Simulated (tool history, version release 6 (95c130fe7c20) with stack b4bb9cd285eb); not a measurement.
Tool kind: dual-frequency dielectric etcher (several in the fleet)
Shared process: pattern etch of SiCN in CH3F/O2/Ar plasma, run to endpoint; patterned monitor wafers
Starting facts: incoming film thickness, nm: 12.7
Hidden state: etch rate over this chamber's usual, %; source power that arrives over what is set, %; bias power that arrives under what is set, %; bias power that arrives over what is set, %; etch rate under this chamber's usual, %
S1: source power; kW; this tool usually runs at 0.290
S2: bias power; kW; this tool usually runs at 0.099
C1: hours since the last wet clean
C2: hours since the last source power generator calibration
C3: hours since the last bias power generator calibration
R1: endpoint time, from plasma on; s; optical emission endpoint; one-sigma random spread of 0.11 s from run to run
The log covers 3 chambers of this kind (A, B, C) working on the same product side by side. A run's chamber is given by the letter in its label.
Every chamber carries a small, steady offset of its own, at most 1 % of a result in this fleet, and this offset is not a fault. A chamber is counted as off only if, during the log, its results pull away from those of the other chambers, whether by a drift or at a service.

Run 1A, hour 8.8: usual settings; C1 231.2; C2 1143.6; C3 2461.1. Result: R1 34.072 s.
Run 2B, hour 14.0: usual settings; C1 128.9; C2 2534.7; C3 264.9. Result: R1 33.938 s.
Run 3C, hour 18.4: usual settings; C1 66.1; C2 200.5; C3 1327.4. Result: R1 34.178 s.
Run 4C, hour 24.3: usual settings; C1 72.0; C2 206.4; C3 1333.3. Result: R1 34.170 s.
Run 5A, hour 31.0: usual settings; C1 253.4; C2 1165.8; C3 2483.3. Result: R1 33.834 s.
Run 6B, hour 38.5: usual settings; C1 153.4; C2 2559.2; C3 289.4. Result: R1 33.918 s.
Run 7A, hour 46.6: usual settings; C1 269.0; C2 1181.4; C3 2498.9. Result: R1 33.882 s.
Run 8B, hour 51.1: usual settings; C1 166.0; C2 2571.8; C3 302.0. Result: R1 33.799 s.
Run 9C, hour 56.9: usual settings; C1 104.6; C2 239.0; C3 1365.9. Result: R1 34.302 s.
Run 10B, hour 63.1: usual settings; C1 178.0; C2 2583.8; C3 314.0. Result: R1 33.696 s.
Run 11C, hour 72.8: usual settings but S1 0.330 kW, S2 0.088 kW; C1 120.5; C2 254.9; C3 1381.8. Result: R1 34.044 s.
Run 12A, hour 79.8: usual settings but S1 0.330 kW, S2 0.088 kW; C1 302.2; C2 1214.6; C3 2532.1. Result: R1 33.628 s.
Run 13A, hour 86.1: usual settings but S1 0.330 kW, S2 0.088 kW; C1 308.5; C2 1220.9; C3 2538.4. Result: R1 33.594 s.
Run 14B, hour 93.2: usual settings but S1 0.330 kW, S2 0.079 kW; C1 208.1; C2 2613.9; C3 344.1. Result: R1 35.120 s.
Run 15C, hour 98.1: usual settings but S1 0.330 kW, S2 0.079 kW; C1 145.8; C2 280.2; C3 1407.1. Result: R1 35.404 s.
Run 16A, hour 106.8: usual settings but S1 0.330 kW, S2 0.079 kW; C1 329.2; C2 1241.6; C3 2559.1. Result: R1 34.980 s.
Run 17B, hour 116.5: usual settings; C1 231.4; C2 2637.2; C3 367.4. Result: R1 33.926 s.
Run 18C, hour 122.4: usual settings; C1 170.1; C2 304.5; C3 1431.4. Result: R1 34.153 s.
At hour 124.0: chamber A: wet clean of the chamber.
Run 19B, hour 127.0: usual settings; C1 241.9; C2 2647.7; C3 377.9. Result: R1 33.855 s.
Run 20A, hour 135.5: usual settings but S1 0.350 kW, S2 0.082 kW; C1 11.5; C2 1270.3; C3 2587.8. Result: R1 32.623 s.
Run 21C, hour 139.9: usual settings but S1 0.350 kW, S2 0.082 kW; C1 187.6; C2 322.0; C3 1448.9. Result: R1 34.252 s.
Run 22B, hour 144.6: usual settings but S1 0.350 kW, S2 0.082 kW; C1 259.5; C2 2665.3; C3 395.5. Result: R1 33.743 s.
Run 23C, hour 152.4: usual settings; C1 200.1; C2 334.5; C3 1461.4. Result: R1 34.096 s.
Run 24A, hour 159.9: usual settings; C1 35.9; C2 1294.7; C3 2612.2. Result: R1 32.595 s.
Run 25A, hour 168.8: usual settings; C1 44.8; C2 1303.6; C3 2621.1. Result: R1 32.583 s.
Run 26B, hour 177.7: usual settings but S1 0.250 kW; C1 292.6; C2 2698.4; C3 428.6. Result: R1 35.768 s.
Run 27C, hour 186.0: usual settings but S1 0.250 kW; C1 233.7; C2 368.1; C3 1495.0. Result: R1 36.317 s.
Run 28B, hour 195.9: usual settings but S1 0.250 kW; C1 310.8; C2 2716.6; C3 446.8. Result: R1 35.689 s.
Run 29A, hour 202.9: usual settings; C1 78.9; C2 1337.7; C3 2655.2. Result: R1 32.561 s.
Run 30C, hour 208.6: usual settings; C1 256.3; C2 390.7; C3 1517.6. Result: R1 34.161 s.
Run 31B, hour 218.2: usual settings; C1 333.1; C2 2738.9; C3 469.1. Result: R1 33.827 s.
Run 32C, hour 224.9: usual settings; C1 272.6; C2 407.0; C3 1533.9. Result: R1 34.375 s.
Run 33A, hour 230.1: usual settings; C1 106.1; C2 1364.9; C3 2682.4. Result: R1 32.558 s.
Run 34A, hour 237.0: usual settings; C1 113.0; C2 1371.8; C3 2689.3. Result: R1 32.823 s.
Run 35B, hour 244.2: usual settings; C1 359.1; C2 2764.9; C3 495.1. Result: R1 33.756 s.
Run 36C, hour 250.0: usual settings; C1 297.7; C2 432.1; C3 1559.0. Result: R1 34.382 s.
Run 37A, hour 259.1: usual settings but S1 0.250 kW; C1 135.1; C2 1393.9; C3 2711.4. Result: R1 34.345 s.
Run 38C, hour 267.9: usual settings but S1 0.250 kW; C1 315.6; C2 450.0; C3 1576.9. Result: R1 36.093 s.
Run 39B, hour 273.6: usual settings but S1 0.250 kW; C1 388.5; C2 2794.3; C3 524.5. Result: R1 35.454 s.
Run 40B, hour 279.2: usual settings but S1 0.270 kW; C1 394.1; C2 2799.9; C3 530.1. Result: R1 34.856 s.
Run 41A, hour 287.0: usual settings but S1 0.270 kW; C1 163.0; C2 1421.8; C3 2739.3. Result: R1 33.740 s.
Run 42C, hour 293.4: usual settings but S1 0.270 kW; C1 341.1; C2 475.5; C3 1602.4. Result: R1 35.066 s.

One chamber off, gauge drift, or nothing amiss beyond the chambers' own small offsets? If it is a chamber, which one, and what is the likeliest cause?

The work done on chamber A during a service left it standing apart from the others.
What lies behind it: etch rate over this chamber's usual, % = 3.56.

Below are 4 candidate recipes for chamber A's next run, each the usual settings with a change, their results shown as question marks. Which of them brings A's results back in line with what the other chambers give on the usual settings?
A result is in line if it is within this distance of the other chambers' mean on the usual settings: R1 0.400 s
Run 43A-1, hour 300.4: usual settings but S1 0.350 kW. Result: R1 ?.
Run 43A-2, hour 300.4: usual settings but S1 0.260 kW. Result: R1 ?.
Run 43A-3, hour 300.4: usual settings but S2 0.083 kW. Result: R1 ?.
Run 43A-4, hour 300.4: usual settings but S1 0.320 kW. Result: R1 ?.

Other chambers, usual settings, mean: R1 34.027 s
  run      R1
43A-1  30.467
43A-2  34.026
43A-3  34.882
43A-4  31.500
43A-2 brings the chamber back in line.
